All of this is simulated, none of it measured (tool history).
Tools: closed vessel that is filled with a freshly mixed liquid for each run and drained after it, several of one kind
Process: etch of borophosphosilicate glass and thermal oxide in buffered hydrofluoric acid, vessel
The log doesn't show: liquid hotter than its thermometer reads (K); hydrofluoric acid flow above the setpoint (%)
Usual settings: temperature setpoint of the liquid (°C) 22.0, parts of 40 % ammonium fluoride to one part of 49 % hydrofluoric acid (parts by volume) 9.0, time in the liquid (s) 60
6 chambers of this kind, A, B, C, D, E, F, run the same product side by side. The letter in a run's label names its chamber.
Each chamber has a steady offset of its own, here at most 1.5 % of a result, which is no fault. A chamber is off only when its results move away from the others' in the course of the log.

run   hour  temperature setpoint of the liquid (°C)  parts of 40 % ammonium fluoride to one part of 49 % hydrofluoric acid (parts by volume)  time in the liquid (s)  hours since the thermometer was replaced  hours since the hydrofluoric acid flow meter was replaced  read-back film thickness of the borophosphosilicate glass reference wafer, read on the same gauge (nm)  read-back film thickness of the thermal oxide reference wafer, read on the same gauge (nm)  thickness taken off the borophosphosilicate glass on a monitor wafer (nm)  thickness taken off the thermal oxide on a monitor wafer (nm)
 1A   12.1                                     22.0                                                                                      9.0                      60                                    2109.1                                                      876.5                                                                                                  119.99                                                                                      40.006                                                                    101.230                                                         67.628
 2C   19.0                                     22.0                                                                                      9.0                      60                                    1960.5                                                     1115.3                                                                                                  119.97                                                                                      40.003                                                                     99.948                                                         67.706
 3B   27.8                                     22.0                                                                                      9.0                      60                                    1055.5                                                      713.5                                                                                                  120.00                                                                                      39.990                                                                     99.812                                                         68.555
 4E   38.2                                     22.0                                                                                      9.0                      60                                     424.6                                                      227.5                                                                                                  119.99                                                                                      39.982                                                                     99.480                                                         68.110
      42.9  -- chamber C: hydrofluoric acid flow meter replaced
 5F   47.6                                     22.0                                                                                      9.0                      60                                     351.9                                                      835.0                                                                                                  120.00                                                                                      39.987                                                                    100.540                                                         67.220
 6D   59.1                                     22.0                                                                                      9.0                      60                                     145.9                                                      516.7                                                                                                  120.01                                                                                      39.979                                                                     99.793                                                         67.516
      68.0  -- chamber A: hydrofluoric acid flow meter replaced
 7A   68.1                                     26.0                                                                                      9.0                      60                                    2165.1                                                        0.2                                                                                                  119.98                                                                                      40.008                                                                    123.350                                                         83.992
 8F   80.9                                     26.0                                                                                      9.0                      60                                     385.2                                                      868.3                                                                                                  120.00                                                                                      40.021                                                                    124.230                                                         82.991
 9D   89.5                                     26.0                                                                                      9.0                      60                                     176.3                                                      547.1                                                                                                  120.00                                                                                      39.992                                                                    123.570                                                         84.341
10C  103.4                                     26.0                                                                                      9.0                      60                                    2044.9                                                       60.6                                                                                                  119.99                                                                                      39.993                                                                    125.460                                                         84.683
11E  114.7                                     26.0                                                                                      9.0                      60                                     501.1                                                      304.0                                                                                                  119.99                                                                                      39.997                                                                    126.950                                                         87.184
12B  128.6                                     26.0                                                                                      9.0                      60                                    1156.3                                                      814.3                                                                                                  119.96                                                                                      39.978                                                                    125.460                                                         85.166
13F  139.4                                     24.5                                                                                     12.5                      60                                     443.7                                                      926.8                                                                                                  120.00                                                                                      40.010                                                                     85.463                                                         57.725
14A  147.1                                     24.5                                                                                     12.5                      60                                    2244.1                                                       79.2                                                                                                  119.99                                                                                      40.001                                                                     85.603                                                         58.201
15C  156.8                                     24.5                                                                                     12.5                      60                                    2098.3                                                      114.0                                                                                                  120.01                                                                                      40.012                                                                     85.345                                                         57.948
16E  167.5                                     24.5                                                                                     12.5                      60                                     553.9                                                      356.8                                                                                                  120.05                                                                                      40.013                                                                     88.676                                                         61.896
17B  180.3                                     24.5                                                                                     12.5                      60                                    1208.0                                                      866.0                                                                                                  119.99                                                                                      40.004                                                                     85.958                                                         59.101
18D  189.3                                     24.5                                                                                     12.5                      60                                     276.1                                                      646.9                                                                                                  120.01                                                                                      39.992                                                                     83.475                                                         57.858
19C  198.0                                     22.0                                                                                      9.0                      60                                    2139.5                                                      155.2                                                                                                  119.96                                                                                      39.999                                                                     99.693                                                         67.669
20B  206.6                                     22.0                                                                                      9.0                      60                                    1234.3                                                      892.3                                                                                                  119.98                                                                                      39.997                                                                    100.500                                                         68.568
21D  217.0                                     22.0                                                                                      9.0                      60                                     303.8                                                      674.6                                                                                                  120.00                                                                                      40.030                                                                     97.591                                                         68.109
22E  230.1                                     22.0                                                                                      9.0                      60                                     616.5                                                      419.4                                                                                                  119.99                                                                                      40.037                                                                    105.420                                                         72.203
23A  239.3                                     22.0                                                                                      9.0                      60                                    2336.3                                                      171.4                                                                                                  120.01                                                                                      39.980                                                                     98.565                                                         67.478
24F  252.1                                     22.0                                                                                      9.0                      60                                     556.4                                                     1039.5                                                                                                  120.00                                                                                      39.998                                                                    101.070                                                         67.961
25D  258.9                                     22.0                                                                                      9.0                      60                                     345.7                                                      716.5                                                                                                  120.01                                                                                      39.983                                                                     98.818                                                         67.183
26F  265.0                                     22.0                                                                                      9.0                      60                                     569.3                                                     1052.4                                                                                                  120.03                                                                                      40.004                                                                    101.170                                                         68.107
27C  277.1                                     22.0                                                                                      9.0                      60                                    2218.6                                                      234.3                                                                                                  120.00                                                                                      40.024                                                                     98.852                                                         68.229
28E  286.0                                     24.0                                                                                     11.5                      60                                     672.4                                                      475.3                                                                                                  120.01                                                                                      40.022                                                                     97.014                                                         65.796
29B  297.3                                     24.0                                                                                     11.5                      60                                    1325.0                                                      983.0                                                                                                  120.02                                                                                      40.026                                                                     89.738                                                         62.724
30A  306.4                                     24.0                                                                                     11.5                      60                                    2403.4                                                      238.5                                                                                                  119.99                                                                                      40.025                                                                     89.395                                                         62.352
31C  318.8                                     24.0                                                                                     11.5                      60                                    2260.3                                                      276.0                                                                                                  120.02                                                                                      39.998                                                                     90.736                                                         62.193
     331.5  -- chamber F: hydrofluoric acid flow meter replaced
32B  332.3                                     24.0                                                                                     11.5                      60                                    1360.0                                                     1018.0                                                                                                  119.98                                                                                      39.986                                                                     91.780                                                         62.888
     341.6  -- chamber E: thermometer replaced
33F  342.2                                     24.0                                                                                     11.5                      60                                     646.5                                                       10.7                                                                                                  120.01                                                                                      39.990                                                                     90.264                                                         61.102
34A  350.8                                     22.0                                                                                      9.0                      60                                    2447.8                                                      282.9                                                                                                  120.00                                                                                      40.015                                                                    100.310                                                         67.668
35E  357.8                                     22.0                                                                                      9.0                      60                                      16.2                                                      547.1                                                                                                  120.02                                                                                      40.003                                                                    108.260                                                         73.632
36D  365.0                                     22.0                                                                                      9.0                      60                                     451.8                                                      822.6                                                                                                  120.00                                                                                      39.983                                                                     99.391                                                         67.746
37D  377.5                                     19.5                                                                                      9.0                      75                                     464.3                                                      835.1                                                                                                  120.01                                                                                      40.011                                                                    107.530                                                         74.919

Next, every chamber runs the same settings. What will each give?
38A  387.4                                     22.0                                                                                      9.0                      70                                                                                                                                                                                                                                                                                                                                                                                   ?                                                              ?
38B  387.4                                     22.0                                                                                      9.0                      70                                                                                                                                                                                                                                                                                                                                                                                   ?                                                              ?
38C  387.4                                     22.0                                                                                      9.0                      70                                                                                                                                                                                                                                                                                                                                                                                   ?                                                              ?
38D  387.4                                     22.0                                                                                      9.0                      70                                                                                                                                                                                                                                                                                                                                                                                   ?                                                              ?
38E  387.4                                     22.0                                                                                      9.0                      70                                                                                                                                                                                                                                                                                                                                                                                   ?                                                              ?
38F  387.4                                     22.0                                                                                      9.0                      70                                                                                                                                                                                                                                                                                                                                                                                   ?                                                              ?

run  thickness taken off the borophosphosilicate glass on a monitor wafer (nm)  thickness taken off the thermal oxide on a monitor wafer (nm)
38A                                                                    116.060                                                         78.706
38B                                                                    117.930                                                         79.141
38C                                                                    116.250                                                         78.075
38D                                                                    114.600                                                         77.572
38E                                                                    128.580                                                         86.836
38F                                                                    117.190                                                         78.361
